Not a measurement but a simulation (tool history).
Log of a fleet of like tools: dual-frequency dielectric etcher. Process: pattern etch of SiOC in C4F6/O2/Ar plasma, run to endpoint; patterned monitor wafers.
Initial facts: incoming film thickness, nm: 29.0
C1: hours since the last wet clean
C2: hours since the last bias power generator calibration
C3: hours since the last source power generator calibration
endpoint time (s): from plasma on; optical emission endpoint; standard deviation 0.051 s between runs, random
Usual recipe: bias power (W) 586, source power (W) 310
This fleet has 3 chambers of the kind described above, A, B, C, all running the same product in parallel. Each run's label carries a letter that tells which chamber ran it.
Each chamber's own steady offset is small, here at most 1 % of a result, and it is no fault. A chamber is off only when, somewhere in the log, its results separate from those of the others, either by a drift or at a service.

run 1C hour=6.6 | bias_power_(W)=586 source_power_(W)=310 | C1=230.8 C2=2572.4 C3=180.2 | endpoint_time_(s)=10.092
run 2B hour=16.9 | bias_power_(W)=586 source_power_(W)=310 | C1=477.7 C2=2747.3 C3=2496.6 | endpoint_time_(s)=10.059
run 3A hour=24.3 | bias_power_(W)=586 source_power_(W)=310 | C1=170.2 C2=1623.4 C3=1248.8 | endpoint_time_(s)=9.9927
run 4A hour=33.2 | bias_power_(W)=586 source_power_(W)=310 | C1=179.1 C2=1632.3 C3=1257.7 | endpoint_time_(s)=9.9173
run 5C hour=41.5 | bias_power_(W)=586 source_power_(W)=310 | C1=265.7 C2=2607.3 C3=215.1 | endpoint_time_(s)=10.127
run 6B hour=47.2 | bias_power_(W)=586 source_power_(W)=310 | C1=508 C2=2777.6 C3=2526.9 | endpoint_time_(s)=10.196
-- hour=50.2 chamber B: wet clean of the chamber
run 7A hour=55.1 | bias_power_(W)=586 source_power_(W)=310 | C1=201 C2=1654.2 C3=1279.6 | endpoint_time_(s)=10.044
run 8C hour=60.7 | bias_power_(W)=586 source_power_(W)=310 | C1=284.9 C2=2626.5 C3=234.3 | endpoint_time_(s)=10.114
run 9B hour=65.7 | bias_power_(W)=529 source_power_(W)=280 | C1=15.6 C2=2796.1 C3=2545.4 | endpoint_time_(s)=10.947
run 10B hour=72.6 | bias_power_(W)=529 source_power_(W)=280 | C1=22.5 C2=2803 C3=2552.3 | endpoint_time_(s)=10.843
run 11A hour=81.5 | bias_power_(W)=529 source_power_(W)=280 | C1=227.4 C2=1680.6 C3=1306 | endpoint_time_(s)=10.885
run 12C hour=89.4 | bias_power_(W)=507 source_power_(W)=270 | C1=313.6 C2=2655.2 C3=263 | endpoint_time_(s)=11.328
run 13B hour=100 | bias_power_(W)=507 source_power_(W)=270 | C1=49.9 C2=2830.4 C3=2579.7 | endpoint_time_(s)=11.159
run 14A hour=105.6 | bias_power_(W)=507 source_power_(W)=270 | C1=251.5 C2=1704.7 C3=1330.1 | endpoint_time_(s)=11.053
run 15C hour=112.6 | bias_power_(W)=586 source_power_(W)=310 | C1=336.8 C2=2678.4 C3=286.2 | endpoint_time_(s)=10.277
run 16B hour=119.5 | bias_power_(W)=586 source_power_(W)=310 | C1=69.4 C2=2849.9 C3=2599.2 | endpoint_time_(s)=10.114
run 17A hour=128.8 | bias_power_(W)=586 source_power_(W)=310 | C1=274.7 C2=1727.9 C3=1353.3 | endpoint_time_(s)=9.9838
run 18C hour=139.2 | bias_power_(W)=586 source_power_(W)=310 | C1=363.4 C2=2705 C3=312.8 | endpoint_time_(s)=10.321
run 19C hour=145 | bias_power_(W)=586 source_power_(W)=310 | C1=369.2 C2=2710.8 C3=318.6 | endpoint_time_(s)=10.43
run 20B hour=155.4 | bias_power_(W)=586 source_power_(W)=310 | C1=105.3 C2=2885.8 C3=2635.1 | endpoint_time_(s)=9.9959
run 21A hour=163.4 | bias_power_(W)=446 source_power_(W)=310 | C1=309.3 C2=1762.5 C3=1387.9 | endpoint_time_(s)=10.964
run 22B hour=174 | bias_power_(W)=446 source_power_(W)=310 | C1=123.9 C2=2904.4 C3=2653.7 | endpoint_time_(s)=11.3

Does one chamber stand apart from the rest, does the shared gauge drift, or is all well apart from small per-chamber offsets? Give the chamber and the most likely cause, where there is one.

One chamber, C, drifts off from the rest bit by bit.
Likeliest cause: etch rate under this chamber's usual, % = 3.8.

Below are 4 candidate recipes for chamber C's next run, each the usual settings with a change, their results shown as question marks. Which of them brings C's results back in line with what the other chambers give on the usual settings?
Counts as in line when no further than this from what the other chambers average on the usual settings: endpoint time (s) 0.18
run 23C-1 hour=181.7 | bias_power_(W)=660 source_power_(W)=310 | endpoint_time_(s)=?
run 23C-2 hour=181.7 | bias_power_(W)=655 source_power_(W)=350 | endpoint_time_(s)=?
run 23C-3 hour=181.7 | bias_power_(W)=549 source_power_(W)=290 | endpoint_time_(s)=?
run 23C-4 hour=181.7 | bias_power_(W)=586 source_power_(W)=240 | endpoint_time_(s)=?

Average result of the remaining chambers running the usual settings: endpoint time (s) 10.039
run=23C-1 endpoint_time_(s)=10.073
run=23C-2 endpoint_time_(s)=9.6691
run=23C-3 endpoint_time_(s)=11.073
run=23C-4 endpoint_time_(s)=11.567
23C-1 brings the chamber back in line.
